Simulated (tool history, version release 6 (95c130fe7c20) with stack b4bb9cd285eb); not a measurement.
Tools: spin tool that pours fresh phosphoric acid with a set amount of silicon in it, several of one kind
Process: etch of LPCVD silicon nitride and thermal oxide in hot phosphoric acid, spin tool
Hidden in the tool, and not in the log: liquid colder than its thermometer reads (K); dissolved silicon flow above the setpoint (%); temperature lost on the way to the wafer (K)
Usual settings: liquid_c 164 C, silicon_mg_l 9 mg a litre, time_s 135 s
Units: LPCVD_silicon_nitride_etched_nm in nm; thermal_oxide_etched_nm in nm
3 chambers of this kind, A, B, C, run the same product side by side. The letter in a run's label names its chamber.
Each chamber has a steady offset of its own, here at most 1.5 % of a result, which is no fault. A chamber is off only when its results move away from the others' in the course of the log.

run   hour  liquid_c  silicon_mg_l  time_s  hours since the thermometer was replaced  hours since the dissolved silicon flow meter was replaced  hours since the heated supply line was repaired  read-back film thickness of the LPCVD silicon nitride reference wafer, read on the same gauge (nm)  read-back film thickness of the thermal oxide reference wafer, read on the same gauge (nm)  LPCVD_silicon_nitride_etched_nm  thermal_oxide_etched_nm
 1B   11.8       164             9     135                                     578.5                                                      256.2                                           1012.5                                                                                              29.956                                                                                      49.983                           15.088                    0.408
 2C   18.9       164             9     135                                    2250.9                                                      502.8                                            101.6                                                                                              29.995                                                                                      49.978                           15.308                   0.4254
 3A   30.5       164             9     135                                     510.7                                                     1342.6                                           1297.7                                                                                              30.015                                                                                      49.999                           15.087                  0.38572
 4A   38.6       164             9     135                                     518.8                                                     1350.7                                           1305.8                                                                                              29.973                                                                                      49.989                           15.042                  0.39654
 5B   51.5       164             9     135                                     618.2                                                      295.9                                           1052.2                                                                                              29.982                                                                                      49.993                           15.256                  0.41056
 6C   64.6       164             9     135                                    2296.6                                                      548.5                                            147.3                                                                                              29.945                                                                                      50.022                           15.377                  0.39528
 7C   76.1       164             9     135                                    2308.1                                                        560                                            158.8                                                                                                  30                                                                                      49.979                           15.376                  0.39723
 8A   87.1       164             9     135                                     567.3                                                     1399.2                                           1354.3                                                                                              30.021                                                                                      49.992                           15.151                  0.38311
 9B   95.6       164             9     135                                     662.3                                                        340                                           1096.3                                                                                              29.969                                                                                      49.979                           15.159                  0.43294
10C  109.8       164             9     135                                    2341.8                                                      593.7                                            192.5                                                                                              29.992                                                                                      50.011                           15.394                  0.39425
11B  120.8       164             9     135                                     687.5                                                      365.2                                           1121.5                                                                                              29.996                                                                                      50.014                           15.204                  0.38963
12A  134.6       164             9     135                                     614.8                                                     1446.7                                           1401.8                                                                                              29.968                                                                                      50.013                           15.124                  0.42012
13C  144.2       162             9     135                                    2376.2                                                      628.1                                            226.9                                                                                              30.012                                                                                      49.995                           14.334                  0.35067
14A  151.4       162             9     135                                     631.6                                                     1463.5                                           1418.6                                                                                              29.987                                                                                      49.998                           14.114                  0.35072
15B  158.4       162             9     135                                     725.1                                                      402.8                                           1159.1                                                                                              30.015                                                                                      50.017                           14.221                  0.36354
16C  165.7       164             9     135                                    2397.7                                                      649.6                                            248.4                                                                                              30.015                                                                                      49.986                           15.332                   0.4111
17B  179.9       164             9     135                                     746.6                                                      424.3                                           1180.6                                                                                              30.013                                                                                       50.02                           15.246                  0.39107
18A  187.2       164             9     135                                     667.4                                                     1499.3                                           1454.4                                                                                              29.977                                                                                      50.012                           15.212                  0.43488
19A  196.8       164            16     135                                       677                                                     1508.9                                             1464                                                                                              30.025                                                                                      49.989                           15.107                  0.29469
20B  205.9       164            16     135                                     772.6                                                      450.3                                           1206.6                                                                                              30.024                                                                                      50.018                           15.184                  0.36365
     208.3  -- chamber C: thermometer replaced
21C  214.7       164            16     135                                       6.5                                                      698.6                                            297.4                                                                                              30.008                                                                                      49.999                           15.366                  0.35508
     219.2  -- chamber A: dissolved silicon flow meter replaced
22A  227.4       164            13      85                                     707.6                                                        8.2                                           1494.6                                                                                              30.024                                                                                      49.982                           9.5259                   0.2293
23B  241.2       164            13      85                                     807.9                                                      485.6                                           1241.9                                                                                              29.993                                                                                      49.986                           9.5721                  0.24811
24C  256.5       164            13      85                                      48.3                                                      740.4                                            339.2                                                                                               29.99                                                                                      50.007                           9.6557                  0.23971
25B  264.7       164             9     135                                     831.4                                                      509.1                                           1265.4                                                                                              30.009                                                                                      50.013                           15.184                  0.42927
26A  278.5       164             9     135                                     758.7                                                       59.3                                           1545.7                                                                                              30.001                                                                                      49.994                           15.173                  0.43668
27C  288.4       164             9     135                                      80.2                                                      772.3                                            371.1                                                                                              30.011                                                                                      49.998                           15.391                  0.41375
28B  299.5       164             9     135                                     866.2                                                      543.9                                           1300.2                                                                                               30.02                                                                                       49.99                           15.205                  0.41415
29C    313       164             9     135                                     104.8                                                      796.9                                            395.7                                                                                              30.026                                                                                      50.004                           15.379                  0.41335
30A  324.2       164             9     135                                     804.4                                                        105                                           1591.4                                                                                              29.993                                                                                      50.026                           15.175                  0.39807
31B  338.6       164             9     135                                     905.3                                                        583                                           1339.3                                                                                              30.045                                                                                      50.004                           15.204                   0.3955
32A  346.5       164             9     135                                     826.7                                                      127.3                                           1613.7                                                                                              30.013                                                                                      50.005                           15.124                  0.39219
33C  357.1       162           3.5     135                                     148.9                                                        841                                            439.8                                                                                              30.026                                                                                      50.023                            14.35                  0.39578
34B  366.5       162           3.5     135                                     933.2                                                      610.9                                           1367.2                                                                                              30.032                                                                                      50.008                            14.26                  0.40007
35C  373.3       162           3.5     135                                     165.1                                                      857.2                                              456                                                                                              30.005                                                                                      49.999                           14.398                  0.38749
36A  380.1       164             9     135                                     860.3                                                      160.9                                           1647.3                                                                                              30.038                                                                                      49.999                           15.184                  0.44191
37A  393.5       164             9     135                                     873.7                                                      174.3                                           1660.7                                                                                              29.973                                                                                      49.999                           15.193                  0.40949
38C  405.1       164             9     135                                     196.9                                                        889                                            487.8                                                                                              30.013                                                                                      49.998                           15.323                  0.38398
39B  412.2       164             9     135                                     978.9                                                      656.6                                           1412.9                                                                                              29.998                                                                                      50.013                           15.132                  0.41729
40C  427.3       164             9     135                                     219.1                                                      911.2                                              510                                                                                              29.969                                                                                      49.996                           15.366                  0.42031
41A  435.8       164             9     135                                       916                                                      216.6                                             1703                                                                                              30.012                                                                                      49.989                           15.185                  0.42674
42B  443.6       164             9     135                                    1010.3                                                        688                                           1444.3                                                                                              29.973                                                                                      50.007                           15.144                  0.39598

What goes on in this fleet: one chamber off, a drifting gauge, or nothing beyond the chambers' own small offsets? Name the chamber and the cause, if any.

No chamber stands off beyond its own small offset, and the gauge holds steady.
